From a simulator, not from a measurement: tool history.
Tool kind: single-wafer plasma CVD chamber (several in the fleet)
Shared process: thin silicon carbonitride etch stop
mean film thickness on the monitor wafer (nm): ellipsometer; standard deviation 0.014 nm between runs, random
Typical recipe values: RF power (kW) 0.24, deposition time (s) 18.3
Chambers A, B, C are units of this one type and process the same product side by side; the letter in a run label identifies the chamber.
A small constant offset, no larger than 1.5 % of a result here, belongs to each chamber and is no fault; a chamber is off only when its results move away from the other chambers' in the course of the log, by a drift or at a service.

| run | hour | RF power (kW) | deposition time (s) | read-back reference wafer on the same gauge, thickness_nm | mean film thickness on the monitor wafer (nm) |
|---|---|---|---|---|---|
| 1B | 12.7 | 0.24 | 18.3 | 12.804 | 10.901 |
| 2C | 20.7 | 0.24 | 18.3 | 12.805 | 11.074 |
| 3A | 28.9 | 0.24 | 18.3 | 12.805 | 11.045 |
| 4A | 40.6 | 0.24 | 18.3 | 12.81 | 11.022 |
| 5B | 52.4 | 0.24 | 18.3 | 12.807 | 10.887 |
| 6C | 61 | 0.24 | 18.3 | 12.808 | 11.046 |
| 7A | 74.1 | 0.24 | 18.3 | 12.814 | 11.043 |
| 8B | 83.6 | 0.24 | 18.3 | 12.811 | 10.905 |
| 9C | 92.4 | 0.24 | 18.3 | 12.815 | 11.068 |
| 10A | 106 | 0.24 | 18.3 | 12.817 | 11.053 |
| 11C | 116.5 | 0.24 | 18.3 | 12.82 | 11.044 |
| 12B | 127.6 | 0.24 | 18.3 | 12.823 | 10.914 |
| 13A | 139.4 | 0.24 | 18.3 | 12.821 | 11.078 |
| 14B | 146.1 | 0.285 | 18.3 | 12.821 | 11.497 |
| 15C | 152.6 | 0.285 | 18.3 | 12.827 | 11.687 |
| 16A | 159.5 | 0.285 | 18.3 | 12.828 | 11.686 |
| 17B | 172.4 | 0.24 | 18.3 | 12.83 | 10.901 |
| 18C | 178.9 | 0.24 | 18.3 | 12.83 | 11.079 |
|  | 186.9 | chamber C: thermocouple changed; heater temperature recalibrated |
| 19C | 191 | 0.24 | 18.3 | 12.835 | 11.087 |
| 20A | 205 | 0.24 | 18.3 | 12.835 | 11.084 |
| 21B | 216.3 | 0.265 | 18.3 | 12.833 | 11.253 |
| 22B | 230.2 | 0.265 | 18.3 | 12.835 | 11.262 |
| 23A | 242.4 | 0.265 | 18.3 | 12.844 | 11.418 |
| 24C | 251.7 | 0.24 | 18.3 | 12.839 | 11.085 |
| 25A | 259.6 | 0.24 | 18.3 | 12.841 | 11.072 |
| 26C | 268 | 0.24 | 18.3 | 12.84 | 11.095 |
| 27B | 278 | 0.24 | 18.3 | 12.851 | 10.927 |
| 28A | 287.2 | 0.24 | 18.3 | 12.844 | 11.078 |
| 29B | 295 | 0.24 | 18.3 | 12.85 | 10.927 |
|  | 302.5 | chamber C: RF generator calibrated |
| 30C | 307.1 | 0.24 | 18.3 | 12.849 | 11.075 |
| 31B | 314.4 | 0.24 | 18.3 | 12.852 | 10.952 |
| 32C | 328.1 | 0.24 | 18.3 | 12.855 | 11.104 |
| 33A | 341.7 | 0.24 | 18.3 | 12.854 | 11.1 |
| 34C | 353.5 | 0.24 | 18.3 | 12.858 | 11.089 |
| 35A | 359.7 | 0.24 | 18.3 | 12.859 | 11.1 |
| 36B | 371.6 | 0.24 | 18.3 | 12.861 | 10.966 |
| 37A | 383 | 0.24 | 18.3 | 12.864 | 11.111 |

All chambers now run identical settings, listed one chamber a line with results as question marks. What results will each chamber show?
| 38A | 393.1 | 0.2 | 18.3 |  | ? |
| 38B | 393.1 | 0.2 | 18.3 |  | ? |
| 38C | 393.1 | 0.2 | 18.3 |  | ? |

| run | mean film thickness on the monitor wafer (nm) |
|---|---|
| 38A | 10.477 |
| 38B | 10.356 |
| 38C | 10.483 |
